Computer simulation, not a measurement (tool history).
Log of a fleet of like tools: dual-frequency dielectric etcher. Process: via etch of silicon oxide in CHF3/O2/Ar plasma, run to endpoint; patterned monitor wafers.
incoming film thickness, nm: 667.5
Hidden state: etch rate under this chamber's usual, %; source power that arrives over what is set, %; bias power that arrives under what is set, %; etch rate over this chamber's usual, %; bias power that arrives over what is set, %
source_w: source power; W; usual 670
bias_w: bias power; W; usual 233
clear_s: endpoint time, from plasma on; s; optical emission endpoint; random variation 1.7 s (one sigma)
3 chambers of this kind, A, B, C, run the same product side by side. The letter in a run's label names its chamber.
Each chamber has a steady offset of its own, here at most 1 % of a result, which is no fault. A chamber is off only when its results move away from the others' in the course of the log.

run,hour,source_w,bias_w,hours since the last wet clean,hours since the last source power generator calibration,hours since the last bias power generator calibration,clear_s
1A,13,670,233,231.3,1962.7,1362,294.95
2C,21.6,670,233,310.7,1768.6,3053.7,296.9
# hour 30: chamber C: wet clean of the chamber
3B,30.4,670,233,119.9,2743.9,2222.5,295.82
4C,43.9,670,233,14,1790.9,3076,295.23
5A,57.9,670,233,276.2,2007.6,1406.9,291.7
6B,70,670,233,159.5,2783.5,2262.1,295.02
7A,77.9,670,233,296.2,2027.6,1426.9,293.23
8B,87.3,670,233,176.8,2800.8,2279.4,297.23
9C,102,670,233,72.1,1849,3134.1,294.16
# hour 111.7: chamber C: bias power generator calibrated
10A,111.7,670,233,330,2061.4,1460.7,295.56
11B,123.8,670,233,213.3,2837.3,2315.9,296.87
12C,134.1,670,233,104.2,1881.1,22.4,298.65
13B,144.5,670,233,234,2858,2336.6,297.4
14A,153.2,670,233,371.5,2102.9,1502.2,293.64
15C,164.4,670,233,134.5,1911.4,52.7,295.44
16C,177.3,670,233,147.4,1924.3,65.6,295.28
17A,185.1,670,233,403.4,2134.8,1534.1,295.35
18B,192.8,670,233,282.3,2906.3,2384.9,295.27
# hour 203.9: chamber A: wet clean of the chamber
19C,207,670,233,177.1,1954,95.3,293.42
20A,215.3,670,263,11.5,2165,1564.3,295.75
21B,223.9,670,263,313.4,2937.4,2416,284.57
22A,230.9,670,263,27.1,2180.6,1579.9,295.89
23B,238.1,670,233,327.6,2951.6,2430.2,297.56
24C,252.1,670,233,222.2,1999.1,140.4,296.22
25A,266.7,670,233,62.9,2216.4,1615.7,309.52
# hour 268.5: chamber B: wet clean of the chamber
26B,279.5,670,233,11,2993,2471.6,295.91
27C,291.5,670,233,261.6,2038.5,179.8,296.67
28C,298.2,670,233,268.3,2045.2,186.5,295.6
29A,310.9,670,233,107.1,2260.6,1659.9,309.27
30B,324,670,233,55.5,3037.5,2516.1,295.45
31A,335.7,670,233,131.9,2285.4,1684.7,311.88
32C,348.4,670,233,318.5,2095.4,236.7,297.38
33B,360.5,670,233,92,3074,2552.6,294.98

What goes on in this fleet: one chamber off, a drifting gauge, or nothing beyond the chambers' own small offsets? Name the chamber and the cause, if any.

A service left chamber A off against the others.
Cause: etch rate under this chamber's usual, % = 4.6.

Here are 4 candidates for chamber A's next run, each the usual settings with a change, their results left as question marks. Which one brings its results back in line with what the others give on the usual settings?
In line means no further than this from the other chambers' mean on the usual settings: clear_s 5.9 s
34A-1,371,580,207,,,,?
34A-2,371,630,220,,,,?
34A-3,371,760,259,,,,?
34A-4,371,670,261,,,,?

The other chambers' mean on the usual settings: clear_s 296.12 s
run,clear_s
34A-1,339.37
34A-2,322.22
34A-3,283.87
34A-4,296.74
34A-4 brings the chamber back in line.

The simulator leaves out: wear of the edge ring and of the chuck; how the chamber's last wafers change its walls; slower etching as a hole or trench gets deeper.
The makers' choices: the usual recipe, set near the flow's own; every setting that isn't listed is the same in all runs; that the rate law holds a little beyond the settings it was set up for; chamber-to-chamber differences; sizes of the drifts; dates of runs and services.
